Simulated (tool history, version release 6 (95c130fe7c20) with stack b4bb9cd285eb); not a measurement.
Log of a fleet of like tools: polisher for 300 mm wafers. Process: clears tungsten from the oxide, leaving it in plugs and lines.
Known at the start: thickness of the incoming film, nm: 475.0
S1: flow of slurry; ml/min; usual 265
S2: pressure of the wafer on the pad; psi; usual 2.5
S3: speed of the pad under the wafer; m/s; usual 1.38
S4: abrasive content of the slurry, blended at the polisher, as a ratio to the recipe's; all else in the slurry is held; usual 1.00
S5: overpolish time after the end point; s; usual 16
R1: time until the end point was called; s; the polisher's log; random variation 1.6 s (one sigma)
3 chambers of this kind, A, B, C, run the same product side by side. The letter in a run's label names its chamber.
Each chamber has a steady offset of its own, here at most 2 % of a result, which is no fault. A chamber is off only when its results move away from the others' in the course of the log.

run,day,S1,S2,S3,S4,S5,R1
# day 0.171: chamber C: worn pad replaced by a new one
# day 0.233: chamber B: slurry tank refilled with fresh slurry and peroxide
1B,0.425,265,2.5,1.38,1.00,16,101.450
2C,0.771,265,2.5,1.38,1.00,16,98.646
# day 0.892: chamber A: worn pad replaced by a new one
# day 0.992: chamber B: slurry blender recalibrated
# day 1.021: chamber B: worn pad replaced by a new one
3A,1.288,265,2.5,1.38,1.00,16,102.520
# day 1.429: chamber A: head pressure recalibrated
4A,1.783,265,2.5,1.38,1.00,16,103.740
# day 1.933: chamber C: slurry tank refilled with fresh slurry and peroxide
5B,2.350,265,2.5,1.38,1.00,16,105.290
# day 2.604: chamber C: slurry blender recalibrated
6C,2.738,265,2.5,1.38,1.00,16,101.680
7C,3.067,265,2.5,1.38,1.00,16,98.823
# day 3.154: chamber B: slurry tank refilled with fresh slurry and peroxide
8A,3.671,265,2.5,1.38,1.00,16,105.610
9B,4.075,265,2.5,1.38,1.00,16,101.180
10B,4.675,265,2.5,1.38,1.00,16,102.480
# day 4.783: chamber C: slurry tank refilled with fresh slurry and peroxide
# day 4.962: chamber C: worn pad replaced by a new one
11A,5.117,265,2.5,1.38,1.00,16,103.350
# day 5.188: chamber B: worn pad replaced by a new one
12C,5.700,265,2.5,1.38,1.00,16,103.450
13B,6.183,265,2.5,1.38,1.00,16,103.270
# day 6.233: chamber A: slurry tank refilled with fresh slurry and peroxide
# day 6.425: chamber B: slurry nozzle cleaned
14A,6.567,265,2.5,1.38,1.00,16,100.090
15C,6.888,265,2.5,1.38,1.00,16,100.810
# day 6.933: chamber B: slurry tank refilled with fresh slurry and peroxide
16C,7.504,265,2.5,1.38,0.85,16,105.340
# day 7.654: chamber C: slurry blender recalibrated
# day 7.812: chamber C: slurry tank refilled with fresh slurry and peroxide
# day 7.838: chamber A: worn pad replaced by a new one
17B,7.879,265,2.5,1.38,0.85,16,106.930
# day 7.954: chamber B: slurry blender recalibrated
# day 8.167: chamber A: slurry nozzle cleaned
# day 8.271: chamber A: slurry blender recalibrated
18A,8.488,265,2.5,1.38,0.85,16,107.980
# day 8.892: chamber B: worn pad replaced by a new one
19A,8.954,265,2.5,1.38,1.00,16,102.380
# day 9.112: chamber B: head pressure recalibrated
20C,9.317,265,2.5,1.38,1.00,16,99.045
21B,9.746,265,2.5,1.38,1.00,16,102.620
# day 9.758: chamber C: worn pad replaced by a new one
# day 9.954: chamber B: slurry tank refilled with fresh slurry and peroxide
# day 9.992: chamber C: slurry nozzle cleaned
22A,10.012,265,2.5,1.38,1.00,16,104.170
23C,10.538,265,2.5,1.38,1.00,16,101.980
# day 10.575: chamber C: slurry tank refilled with fresh slurry and peroxide
24B,10.829,265,2.5,1.38,1.00,16,101.990
25B,11.408,265,2.5,1.38,1.00,16,103.260
# day 11.762: chamber C: slurry blender recalibrated
26C,11.858,265,2.5,1.38,1.00,16,99.000
# day 12.112: chamber B: worn pad replaced by a new one
27A,12.421,265,2.5,1.38,1.00,16,100.970
# day 12.796: chamber C: head pressure recalibrated
28B,12.867,265,2.5,1.38,1.00,16,103.000
# day 13.046: chamber A: slurry tank refilled with fresh slurry and peroxide
29A,13.462,265,2.5,1.38,1.00,16,101.440
# day 13.729: chamber C: slurry tank refilled with fresh slurry and peroxide
30C,13.967,265,2.5,1.38,1.00,16,99.798

Is one chamber off against the others, does the gauge drift, or is nothing wrong? If a chamber is off, say which, and what the likeliest cause is.

No chamber stands off beyond its own small offset, and the gauge holds steady.

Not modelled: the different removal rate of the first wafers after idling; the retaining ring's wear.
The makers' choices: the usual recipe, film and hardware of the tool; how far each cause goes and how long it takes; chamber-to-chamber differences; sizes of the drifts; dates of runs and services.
